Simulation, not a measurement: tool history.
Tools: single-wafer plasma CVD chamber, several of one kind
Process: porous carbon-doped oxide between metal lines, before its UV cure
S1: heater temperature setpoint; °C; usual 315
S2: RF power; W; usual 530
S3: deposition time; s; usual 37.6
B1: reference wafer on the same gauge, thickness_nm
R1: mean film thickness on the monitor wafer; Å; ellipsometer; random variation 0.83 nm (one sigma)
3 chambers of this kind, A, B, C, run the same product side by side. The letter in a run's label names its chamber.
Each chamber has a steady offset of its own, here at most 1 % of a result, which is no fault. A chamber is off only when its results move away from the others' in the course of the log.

run 1B hour=11.7 | S1=315 S2=530 S3=37.6 | B1=195.88 | R1=1919.4
run 2C hour=20.4 | S1=315 S2=530 S3=37.6 | B1=195.91 | R1=1940.6
run 3A hour=28.9 | S1=315 S2=530 S3=37.6 | B1=196.03 | R1=1927.8
run 4B hour=42.8 | S1=315 S2=530 S3=37.6 | B1=195.80 | R1=1920.5
run 5A hour=50.6 | S1=327 S2=530 S3=34.0 | B1=196.09 | R1=1641.5
run 6C hour=60.9 | S1=327 S2=530 S3=34.0 | B1=196.20 | R1=1651.3
run 7C hour=73.7 | S1=327 S2=530 S3=34.0 | B1=196.04 | R1=1654.0
run 8B hour=87.2 | S1=315 S2=565 S3=32.3 | B1=196.03 | R1=1736.9
run 9A hour=94.6 | S1=315 S2=565 S3=32.3 | B1=196.02 | R1=1747.4
run 10C hour=107.2 | S1=315 S2=565 S3=32.3 | B1=196.10 | R1=1749.3
run 11A hour=114.4 | S1=315 S2=530 S3=37.6 | B1=196.19 | R1=1942.0
-- hour=117.3 chamber B: thermocouple changed; heater temperature recalibrated
run 12B hour=123.2 | S1=315 S2=530 S3=37.6 | B1=196.16 | R1=1893.4
-- hour=130.6 chamber C: RF generator calibrated
run 13C hour=136.6 | S1=315 S2=530 S3=37.6 | B1=196.25 | R1=1930.5
run 14A hour=144.8 | S1=306 S2=530 S3=37.6 | B1=195.99 | R1=2021.9
run 15B hour=159.7 | S1=306 S2=530 S3=37.6 | B1=196.18 | R1=1966.3
run 16B hour=175.3 | S1=306 S2=530 S3=37.6 | B1=195.94 | R1=1932.9
run 17C hour=185.8 | S1=315 S2=530 S3=37.6 | B1=195.76 | R1=1936.7
run 18A hour=200.3 | S1=315 S2=530 S3=37.6 | B1=195.81 | R1=1917.9
run 19C hour=207.5 | S1=315 S2=530 S3=37.6 | B1=195.95 | R1=1938.6
run 20B hour=216.0 | S1=315 S2=530 S3=37.6 | B1=196.07 | R1=1827.4

All 3 chambers run these settings next. Forecast each chamber's results:
run 21A hour=227.4 | S1=315 S2=530 S3=37.6 | R1=?
run 21B hour=227.4 | S1=315 S2=530 S3=37.6 | R1=?
run 21C hour=227.4 | S1=315 S2=530 S3=37.6 | R1=?

run=21A R1=1934.0
run=21B R1=1818.9
run=21C R1=1929.4
